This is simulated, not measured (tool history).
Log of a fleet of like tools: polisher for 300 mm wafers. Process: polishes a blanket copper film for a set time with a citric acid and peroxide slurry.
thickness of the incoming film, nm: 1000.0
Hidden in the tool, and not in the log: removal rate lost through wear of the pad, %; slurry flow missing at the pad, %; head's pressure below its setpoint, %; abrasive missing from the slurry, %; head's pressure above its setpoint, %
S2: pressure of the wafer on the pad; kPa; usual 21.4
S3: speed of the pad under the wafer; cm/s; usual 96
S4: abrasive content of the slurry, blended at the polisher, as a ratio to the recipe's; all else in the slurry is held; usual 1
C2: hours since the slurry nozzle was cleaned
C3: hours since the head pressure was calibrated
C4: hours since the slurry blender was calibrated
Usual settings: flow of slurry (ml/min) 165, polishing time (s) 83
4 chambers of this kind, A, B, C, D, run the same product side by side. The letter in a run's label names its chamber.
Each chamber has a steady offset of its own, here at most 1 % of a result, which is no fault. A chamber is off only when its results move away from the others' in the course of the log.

{"run": "1B", "hour": 9.7, "flow of slurry (ml/min)": 165, "S2": 21.4, "S3": 96, "S4": 1, "polishing time (s)": 83, "wafers polished on this pad": 643, "C2": 10.6, "C3": 70.8, "C4": 174.7, "film removed (angstrom)": 1606.2}
{"hour": 17.4, "done": "chamber C: slurry nozzle cleaned"}
{"run": "2A", "hour": 18.5, "flow of slurry (ml/min)": 165, "S2": 21.4, "S3": 96, "S4": 1, "polishing time (s)": 83, "wafers polished on this pad": 857, "C2": 286.2, "C3": 446, "C4": 111.9, "film removed (angstrom)": 1611.9}
{"hour": 23.9, "done": "chamber D: worn pad replaced by a new one"}
{"run": "3D", "hour": 26.6, "flow of slurry (ml/min)": 165, "S2": 21.4, "S3": 96, "S4": 1, "polishing time (s)": 83, "wafers polished on this pad": 15, "C2": 237.7, "C3": 325.7, "C4": 351.5, "film removed (angstrom)": 1647.9}
{"hour": 29.4, "done": "chamber C: worn pad replaced by a new one"}
{"run": "4C", "hour": 35.4, "flow of slurry (ml/min)": 165, "S2": 21.4, "S3": 96, "S4": 1, "polishing time (s)": 83, "wafers polished on this pad": 33, "C2": 18, "C3": 818.5, "C4": 115.2, "film removed (angstrom)": 1635.2}
{"run": "5D", "hour": 42.8, "flow of slurry (ml/min)": 165, "S2": 21.4, "S3": 96, "S4": 1, "polishing time (s)": 83, "wafers polished on this pad": 104, "C2": 253.9, "C3": 341.9, "C4": 367.7, "film removed (angstrom)": 1614.3}
{"run": "6A", "hour": 55.0, "flow of slurry (ml/min)": 165, "S2": 21.4, "S3": 96, "S4": 1, "polishing time (s)": 83, "wafers polished on this pad": 1060, "C2": 322.7, "C3": 482.5, "C4": 148.4, "film removed (angstrom)": 1627.9}
{"run": "7B", "hour": 67.3, "flow of slurry (ml/min)": 165, "S2": 21.4, "S3": 96, "S4": 1, "polishing time (s)": 83, "wafers polished on this pad": 963, "C2": 68.2, "C3": 128.4, "C4": 232.3, "film removed (angstrom)": 1635}
{"hour": 67.5, "done": "chamber A: worn pad replaced by a new one"}
{"run": "8C", "hour": 73.9, "flow of slurry (ml/min)": 165, "S2": 21.4, "S3": 96, "S4": 1, "polishing time (s)": 83, "wafers polished on this pad": 247, "C2": 56.5, "C3": 857, "C4": 153.7, "film removed (angstrom)": 1579.3}
{"run": "9B", "hour": 79.9, "flow of slurry (ml/min)": 165, "S2": 21.4, "S3": 96, "S4": 1, "polishing time (s)": 83, "wafers polished on this pad": 1032, "C2": 80.8, "C3": 141, "C4": 244.9, "film removed (angstrom)": 1621.3}
{"run": "10C", "hour": 87.4, "flow of slurry (ml/min)": 165, "S2": 21.4, "S3": 96, "S4": 1, "polishing time (s)": 83, "wafers polished on this pad": 322, "C2": 70, "C3": 870.5, "C4": 167.2, "film removed (angstrom)": 1599}
{"run": "11D", "hour": 94.9, "flow of slurry (ml/min)": 165, "S2": 21.4, "S3": 96, "S4": 1, "polishing time (s)": 83, "wafers polished on this pad": 393, "C2": 306, "C3": 394, "C4": 419.8, "film removed (angstrom)": 1623.4}
{"hour": 97.5, "done": "chamber A: slurry blender recalibrated"}
{"hour": 99.0, "done": "chamber B: worn pad replaced by a new one"}
{"hour": 101.8, "done": "chamber D: slurry blender recalibrated"}
{"hour": 101.9, "done": "chamber A: slurry nozzle cleaned"}
{"hour": 105.2, "done": "chamber D: worn pad replaced by a new one"}
{"run": "12A", "hour": 106.3, "flow of slurry (ml/min)": 165, "S2": 21.4, "S3": 96, "S4": 1, "polishing time (s)": 83, "wafers polished on this pad": 215, "C2": 4.4, "C3": 533.8, "C4": 8.8, "film removed (angstrom)": 1603.2}
{"run": "13D", "hour": 114.9, "flow of slurry (ml/min)": 165, "S2": 21.4, "S3": 96, "S4": 1, "polishing time (s)": 83, "wafers polished on this pad": 54, "C2": 326, "C3": 414, "C4": 13.1, "film removed (angstrom)": 1622.9}
{"run": "14C", "hour": 122.7, "flow of slurry (ml/min)": 165, "S2": 21.4, "S3": 96, "S4": 1, "polishing time (s)": 83, "wafers polished on this pad": 517, "C2": 105.3, "C3": 905.8, "C4": 202.5, "film removed (angstrom)": 1632}
{"run": "15B", "hour": 130.1, "flow of slurry (ml/min)": 165, "S2": 21.4, "S3": 96, "S4": 1, "polishing time (s)": 83, "wafers polished on this pad": 172, "C2": 131, "C3": 191.2, "C4": 295.1, "film removed (angstrom)": 1602.3}
{"run": "16A", "hour": 136.6, "flow of slurry (ml/min)": 165, "S2": 21.4, "S3": 96, "S4": 1, "polishing time (s)": 83, "wafers polished on this pad": 383, "C2": 34.7, "C3": 564.1, "C4": 39.1, "film removed (angstrom)": 1619.8}
{"run": "17B", "hour": 145.3, "flow of slurry (ml/min)": 165, "S2": 21.4, "S3": 96, "S4": 0.75, "polishing time (s)": 74, "wafers polished on this pad": 256, "C2": 146.2, "C3": 206.4, "C4": 310.3, "film removed (angstrom)": 1360.8}
{"run": "18C", "hour": 155.1, "flow of slurry (ml/min)": 165, "S2": 21.4, "S3": 96, "S4": 0.75, "polishing time (s)": 74, "wafers polished on this pad": 697, "C2": 137.7, "C3": 938.2, "C4": 234.9, "film removed (angstrom)": 1333.2}
{"run": "19A", "hour": 161.9, "flow of slurry (ml/min)": 165, "S2": 21.4, "S3": 96, "S4": 0.75, "polishing time (s)": 74, "wafers polished on this pad": 523, "C2": 60, "C3": 589.4, "C4": 64.4, "film removed (angstrom)": 1361.5}
{"hour": 167.8, "done": "chamber C: worn pad replaced by a new one"}
{"run": "20D", "hour": 171.6, "flow of slurry (ml/min)": 165, "S2": 21.4, "S3": 96, "S4": 0.75, "polishing time (s)": 74, "wafers polished on this pad": 368, "C2": 382.7, "C3": 470.7, "C4": 69.8, "film removed (angstrom)": 1355.2}
{"run": "21B", "hour": 184.2, "flow of slurry (ml/min)": 165, "S2": 21.4, "S3": 96, "S4": 1, "polishing time (s)": 83, "wafers polished on this pad": 472, "C2": 185.1, "C3": 245.3, "C4": 349.2, "film removed (angstrom)": 1609.4}
{"run": "22A", "hour": 193.5, "flow of slurry (ml/min)": 165, "S2": 21.4, "S3": 96, "S4": 1, "polishing time (s)": 83, "wafers polished on this pad": 698, "C2": 91.6, "C3": 621, "C4": 96, "film removed (angstrom)": 1628.3}
{"hour": 197.1, "done": "chamber D: slurry nozzle cleaned"}
{"hour": 202.4, "done": "chamber D: worn pad replaced by a new one"}
{"run": "23C", "hour": 207.2, "flow of slurry (ml/min)": 200, "S2": 21.4, "S3": 96, "S4": 1, "polishing time (s)": 74, "wafers polished on this pad": 218, "C2": 189.8, "C3": 990.3, "C4": 287, "film removed (angstrom)": 1457.5}
{"hour": 215.1, "done": "chamber B: slurry blender recalibrated"}
{"run": "24D", "hour": 216.2, "flow of slurry (ml/min)": 200, "S2": 21.4, "S3": 96, "S4": 1, "polishing time (s)": 74, "wafers polished on this pad": 76, "C2": 19.2, "C3": 515.3, "C4": 114.4, "film removed (angstrom)": 1498.8}
{"run": "25B", "hour": 229.3, "flow of slurry (ml/min)": 200, "S2": 21.4, "S3": 96, "S4": 1, "polishing time (s)": 74, "wafers polished on this pad": 722, "C2": 230.2, "C3": 290.4, "C4": 14.2, "film removed (angstrom)": 1483.9}
{"run": "26A", "hour": 241.0, "flow of slurry (ml/min)": 200, "S2": 21.4, "S3": 96, "S4": 1, "polishing time (s)": 74, "wafers polished on this pad": 962, "C2": 139.1, "C3": 668.5, "C4": 143.5, "film removed (angstrom)": 1494.2}
{"run": "27C", "hour": 250.4, "flow of slurry (ml/min)": 165, "S2": 21.4, "S3": 96, "S4": 0.8, "polishing time (s)": 83, "wafers polished on this pad": 458, "C2": 233, "C3": 1033.5, "C4": 330.2, "film removed (angstrom)": 1574.3}
{"run": "28D", "hour": 258.3, "flow of slurry (ml/min)": 165, "S2": 21.4, "S3": 96, "S4": 0.8, "polishing time (s)": 83, "wafers polished on this pad": 310, "C2": 61.3, "C3": 557.4, "C4": 156.5, "film removed (angstrom)": 1550.6}
{"hour": 266.4, "done": "chamber A: head pressure recalibrated"}
{"hour": 269.2, "done": "chamber B: slurry nozzle cleaned"}
{"run": "29B", "hour": 269.7, "flow of slurry (ml/min)": 165, "S2": 21.4, "S3": 96, "S4": 0.8, "polishing time (s)": 83, "wafers polished on this pad": 946, "C2": 0.6, "C3": 330.8, "C4": 54.6, "film removed (angstrom)": 1560.9}
{"hour": 270.1, "done": "chamber A: slurry blender recalibrated"}
{"hour": 272.1, "done": "chamber B: worn pad replaced by a new one"}
{"hour": 277.7, "done": "chamber C: slurry nozzle cleaned"}
{"hour": 279.7, "done": "chamber A: worn pad replaced by a new one"}
{"run": "30D", "hour": 282.6, "flow of slurry (ml/min)": 165, "S2": 21.4, "S3": 96, "S4": 0.8, "polishing time (s)": 83, "wafers polished on this pad": 444, "C2": 85.6, "C3": 581.7, "C4": 180.8, "film removed (angstrom)": 1552}
{"hour": 291.8, "done": "chamber C: worn pad replaced by a new one"}
{"run": "31C", "hour": 292.6, "flow of slurry (ml/min)": 165, "S2": 21.4, "S3": 96, "S4": 1, "polishing time (s)": 83, "wafers polished on this pad": 4, "C2": 15, "C3": 1075.7, "C4": 372.4, "film removed (angstrom)": 1611}
{"run": "32A", "hour": 302.3, "flow of slurry (ml/min)": 165, "S2": 21.4, "S3": 96, "S4": 1, "polishing time (s)": 83, "wafers polished on this pad": 125, "C2": 200.4, "C3": 36, "C4": 32.3, "film removed (angstrom)": 1473.9}
{"hour": 305.4, "done": "chamber D: worn pad replaced by a new one"}
{"run": "33D", "hour": 314.5, "flow of slurry (ml/min)": 165, "S2": 21.4, "S3": 96, "S4": 1, "polishing time (s)": 83, "wafers polished on this pad": 50, "C2": 117.5, "C3": 613.6, "C4": 212.7, "film removed (angstrom)": 1599.1}
{"run": "34C", "hour": 323.0, "flow of slurry (ml/min)": 200, "S2": 16.5, "S3": 96, "S4": 1, "polishing time (s)": 83, "wafers polished on this pad": 173, "C2": 45.4, "C3": 1106.1, "C4": 402.8, "film removed (angstrom)": 1294.6}
{"run": "35A", "hour": 335.3, "flow of slurry (ml/min)": 200, "S2": 16.5, "S3": 96, "S4": 1, "polishing time (s)": 83, "wafers polished on this pad": 308, "C2": 233.4, "C3": 69, "C4": 65.3, "film removed (angstrom)": 1212.5}
{"run": "36B", "hour": 341.9, "flow of slurry (ml/min)": 200, "S2": 16.5, "S3": 96, "S4": 1, "polishing time (s)": 83, "wafers polished on this pad": 387, "C2": 72.8, "C3": 403, "C4": 126.8, "film removed (angstrom)": 1321.1}
{"run": "37D", "hour": 355.1, "flow of slurry (ml/min)": 200, "S2": 16.5, "S3": 96, "S4": 1, "polishing time (s)": 83, "wafers polished on this pad": 275, "C2": 158.1, "C3": 654.2, "C4": 253.3, "film removed (angstrom)": 1296}
{"hour": 365.1, "done": "chamber C: slurry blender recalibrated"}
{"run": "38A", "hour": 366.5, "flow of slurry (ml/min)": 165, "S2": 21.4, "S3": 96, "S4": 1, "polishing time (s)": 83, "wafers polished on this pad": 481, "C2": 264.6, "C3": 100.2, "C4": 96.5, "film removed (angstrom)": 1513.3}
{"run": "39B", "hour": 372.7, "flow of slurry (ml/min)": 165, "S2": 21.4, "S3": 96, "S4": 1, "polishing time (s)": 83, "wafers polished on this pad": 558, "C2": 103.6, "C3": 433.8, "C4": 157.6, "film removed (angstrom)": 1631.8}
{"run": "40C", "hour": 380.6, "flow of slurry (ml/min)": 165, "S2": 21.4, "S3": 96, "S4": 1, "polishing time (s)": 83, "wafers polished on this pad": 493, "C2": 103, "C3": 1163.7, "C4": 15.5, "film removed (angstrom)": 1602.8}
{"run": "41C", "hour": 389.7, "flow of slurry (ml/min)": 120, "S2": 26.9, "S3": 96, "S4": 1, "polishing time (s)": 83, "wafers polished on this pad": 543, "C2": 112.1, "C3": 1172.8, "C4": 24.6, "film removed (angstrom)": 1854.7}
{"run": "42A", "hour": 403.0, "flow of slurry (ml/min)": 120, "S2": 26.9, "S3": 96, "S4": 1, "polishing time (s)": 83, "wafers polished on this pad": 684, "C2": 301.1, "C3": 136.7, "C4": 133, "film removed (angstrom)": 1770.2}
{"hour": 407.5, "done": "chamber D: worn pad replaced by a new one"}
{"run": "43B", "hour": 412.4, "flow of slurry (ml/min)": 120, "S2": 26.9, "S3": 96, "S4": 1, "polishing time (s)": 83, "wafers polished on this pad": 778, "C2": 143.3, "C3": 473.5, "C4": 197.3, "film removed (angstrom)": 1858.2}
{"run": "44D", "hour": 418.4, "flow of slurry (ml/min)": 120, "S2": 26.9, "S3": 96, "S4": 1, "polishing time (s)": 83, "wafers polished on this pad": 60, "C2": 221.4, "C3": 717.5, "C4": 316.6, "film removed (angstrom)": 1915.8}

Next, every chamber runs the same settings. What will each give?
{"run": "45A", "hour": 428.2, "flow of slurry (ml/min)": 165, "S2": 21.4, "S3": 68, "S4": 1, "polishing time (s)": 83, "film removed (angstrom)": "?"}
{"run": "45B", "hour": 428.2, "flow of slurry (ml/min)": 165, "S2": 21.4, "S3": 68, "S4": 1, "polishing time (s)": 83, "film removed (angstrom)": "?"}
{"run": "45C", "hour": 428.2, "flow of slurry (ml/min)": 165, "S2": 21.4, "S3": 68, "S4": 1, "polishing time (s)": 83, "film removed (angstrom)": "?"}
{"run": "45D", "hour": 428.2, "flow of slurry (ml/min)": 165, "S2": 21.4, "S3": 68, "S4": 1, "polishing time (s)": 83, "film removed (angstrom)": "?"}

run=45A film_removed_(angstrom)=1054.3
run=45B film_removed_(angstrom)=1149.5
run=45C film_removed_(angstrom)=1145.8
run=45D film_removed_(angstrom)=1173.2
